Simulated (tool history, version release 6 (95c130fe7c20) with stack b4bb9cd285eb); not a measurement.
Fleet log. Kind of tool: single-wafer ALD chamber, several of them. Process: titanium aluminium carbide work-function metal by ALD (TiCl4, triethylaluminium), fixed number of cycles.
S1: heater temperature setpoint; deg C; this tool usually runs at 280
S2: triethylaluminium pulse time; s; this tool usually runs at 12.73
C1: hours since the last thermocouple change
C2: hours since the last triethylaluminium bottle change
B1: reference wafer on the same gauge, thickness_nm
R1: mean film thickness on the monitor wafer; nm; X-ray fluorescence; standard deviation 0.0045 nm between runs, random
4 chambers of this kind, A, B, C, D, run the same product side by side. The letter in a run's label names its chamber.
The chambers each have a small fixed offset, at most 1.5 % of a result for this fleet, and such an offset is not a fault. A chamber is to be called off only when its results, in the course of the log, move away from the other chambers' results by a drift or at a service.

run   hour   S1     S2      C1      C2      B1      R1
 1C   10.5  280  12.73    39.5  1453.2    1.92  1.8431
 2D   17.1  280  12.73    1630   899.3  1.9215  1.8672
      20.4  -- chamber D: triethylaluminium bottle replaced
 3B   22.9  280  12.73   890.2  1400.4  1.9194  1.8495
 4A   28.6  280  12.73  1219.9   177.8  1.9216   1.852
      35.3  -- chamber C: triethylaluminium bottle replaced
 5D   37.2  280  12.73  1650.1    16.8   1.921  1.8571
 6C   44.6  280  12.73    73.6     9.3  1.9198  1.8376
 7B   53.6  280  12.73   920.9  1431.1  1.9204  1.8534
 8A   63.5  280  12.73  1254.8   212.7  1.9198  1.8527
 9A   73.5  280  16.72  1264.8   222.7  1.9198  1.8614
10D   80.2  280  16.72  1693.1    59.8   1.921  1.8871
11B   90.2  280  16.72   957.5  1467.7  1.9193   1.863
12C   95.9  280  16.72   124.9    60.6  1.9184  1.8586
13B  104.7  280  12.73     972  1482.2  1.9193  1.8486
14C  112.8  280  12.73   141.8    77.5  1.9206  1.8391
     122.1  -- chamber D: thermocouple changed; heater temperature recalibrated
15A  122.8  280  12.73  1314.1     272  1.9198  1.8403
16D    128  280  12.73     5.9   107.6  1.9198  1.9093
17B  133.7  280  12.73    1001  1511.2  1.9204  1.8425
18A  139.8  280  12.73  1331.1     289  1.9191  1.8503
19D  147.1  280  12.73      25   126.7  1.9194  1.9022
20C  154.9  280  12.73   183.9   119.6  1.9204   1.843
21C  161.6  280   9.68   190.6   126.3  1.9203  1.7958
22B  170.7  280   9.68    1038  1548.2  1.9201  1.8004
23D  178.7  280   9.68    56.6   158.3  1.9202  1.8541
24A  187.5  280   9.68  1378.8   336.7    1.92  1.8051
25D  192.4  280  17.57    70.3     172  1.9213  1.9351
26A  198.2  280  17.57  1389.5   347.4  1.9208   1.866
27B  203.8  280  17.57  1071.1  1581.3  1.9198  1.8675

Is one chamber off against the others, does the gauge drift, or is nothing wrong? If a chamber is off, say which, and what the likeliest cause is.

Chamber D has stood off from the others ever since a service on it.
Likeliest cause: wafer temperature above the value expected at the setpoint (K) = 4.45.

Below are 4 candidate recipes for chamber D's next run, each the usual settings with a change, their results shown as question marks. Which of them brings D's results back in line with what the other chambers give on the usual settings?
In-line tolerance around the mean of the other chambers on the usual settings: R1 0.015 nm
28D-1  211.8  266  12.73               ?
28D-2  211.8  286  13.39               ?
28D-3  211.8  294  12.73               ?
28D-4  211.8  273  12.73               ?

Usual-settings mean across the other chambers: R1 1.8463 nm
  run      R1
28D-1  1.7772
28D-2  1.9584
28D-3  2.0249
28D-4  1.8385
The answer is 28D-4, which returns the chamber to within the allowed miss of the others.

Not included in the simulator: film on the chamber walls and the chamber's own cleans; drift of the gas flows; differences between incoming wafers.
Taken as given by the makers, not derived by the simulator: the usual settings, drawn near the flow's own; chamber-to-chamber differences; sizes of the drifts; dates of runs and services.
